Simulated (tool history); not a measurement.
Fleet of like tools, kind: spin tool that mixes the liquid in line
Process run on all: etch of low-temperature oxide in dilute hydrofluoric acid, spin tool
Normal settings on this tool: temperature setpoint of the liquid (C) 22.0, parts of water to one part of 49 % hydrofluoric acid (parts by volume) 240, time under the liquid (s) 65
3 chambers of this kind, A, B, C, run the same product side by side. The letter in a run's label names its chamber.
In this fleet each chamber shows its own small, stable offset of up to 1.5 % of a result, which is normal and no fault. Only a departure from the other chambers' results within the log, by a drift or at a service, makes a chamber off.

| run | hour | temperature setpoint of the liquid (C) | parts of water to one part of 49 % hydrofluoric acid (parts by volume) | time under the liquid (s) | read-back film thickness of the low-temperature oxide reference wafer, read on the same gauge (nm) | thickness taken off the low-temperature oxide on a monitor wafer (Å) |
|---|---|---|---|---|---|---|
| 1B | 7.8 | 22.0 | 240 | 65 | 69.990 | 75.164 |
| 2A | 13.5 | 22.0 | 240 | 65 | 69.995 | 76.511 |
| 3C | 18.1 | 22.0 | 240 | 65 | 69.979 | 75.695 |
| 4B | 22.8 | 22.0 | 240 | 65 | 70.011 | 74.586 |
| 5C | 27.4 | 22.0 | 240 | 65 | 69.999 | 75.621 |
| 6A | 31.0 | 22.0 | 240 | 65 | 69.946 | 77.376 |
| 7B | 39.1 | 22.0 | 240 | 65 | 70.000 | 74.647 |
| 8A | 44.9 | 22.0 | 240 | 65 | 69.990 | 76.159 |
| 9C | 51.5 | 22.0 | 240 | 65 | 69.987 | 75.984 |
| 10B | 55.7 | 22.0 | 240 | 65 | 70.015 | 76.195 |
| 11C | 61.4 | 24.5 | 240 | 35 | 69.997 | 44.373 |
| 12A | 67.9 | 24.5 | 240 | 35 | 69.998 | 45.399 |
| 13C | 73.9 | 24.5 | 240 | 35 | 70.005 | 44.658 |
| 14B | 79.5 | 22.0 | 240 | 35 | 69.983 | 40.730 |
| 15A | 83.5 | 22.0 | 240 | 35 | 70.050 | 41.471 |
| 16B | 87.7 | 22.0 | 240 | 35 | 70.001 | 40.907 |
| 17A | 94.1 | 22.0 | 240 | 65 | 70.011 | 75.916 |
| 18C | 101.1 | 22.0 | 310 | 65 | 69.979 | 54.309 |
| 19C | 107.6 | 22.0 | 310 | 65 | 69.979 | 54.185 |
| 20B | 115.6 | 22.0 | 310 | 65 | 70.001 | 54.595 |
| 21A | 119.9 | 22.0 | 335 | 100 | 69.968 | 77.471 |
| 22A | 127.3 | 22.0 | 335 | 100 | 70.001 | 78.995 |
| 23C | 132.8 | 22.0 | 335 | 100 | 69.984 | 75.472 |
| 24B | 136.3 | 22.0 | 240 | 65 | 70.009 | 74.879 |
| 25A | 140.3 | 22.0 | 240 | 65 | 70.011 | 77.477 |
| 26B | 147.5 | 22.0 | 240 | 65 | 69.985 | 74.788 |
| 27C | 151.1 | 24.5 | 135 | 65 | 69.995 | 167.270 |
| 28C | 156.1 | 24.5 | 135 | 65 | 69.970 | 166.900 |
|  | 161.6 | chamber C: hydrofluoric acid flow meter replaced |
| 29B | 162.7 | 24.5 | 135 | 65 | 70.011 | 162.780 |
| 30A | 167.6 | 22.0 | 240 | 65 | 69.986 | 76.432 |
| 31A | 174.8 | 22.0 | 240 | 65 | 70.005 | 77.261 |
| 32C | 182.8 | 22.0 | 240 | 65 | 70.010 | 75.201 |
| 33B | 189.4 | 22.0 | 240 | 65 | 69.984 | 75.107 |
| 34A | 193.2 | 22.0 | 240 | 65 | 70.023 | 77.077 |
| 35B | 197.8 | 22.0 | 240 | 65 | 70.029 | 75.872 |
|  | 203.2 | chamber B: hydrofluoric acid flow meter replaced |
| 36C | 203.2 | 26.5 | 240 | 30 | 69.998 | 40.789 |
| 37A | 210.1 | 26.5 | 240 | 30 | 69.977 | 41.977 |
| 38C | 217.2 | 26.5 | 240 | 30 | 70.012 | 41.247 |
| 39B | 220.8 | 22.0 | 240 | 65 | 69.996 | 74.981 |
| 40C | 226.9 | 22.0 | 240 | 65 | 70.001 | 75.783 |
| 41B | 231.0 | 22.0 | 240 | 65 | 69.999 | 75.822 |
| 42A | 238.4 | 22.0 | 240 | 65 | 69.987 | 76.760 |

Has any chamber moved away from the others, gradually or after a service, or does the common gauge drift, or do the chambers differ only by their own small steady offsets? State the chamber and the most likely cause if one applies.

All chambers stay in line apart from their small fixed offsets, and the gauge does not drift.
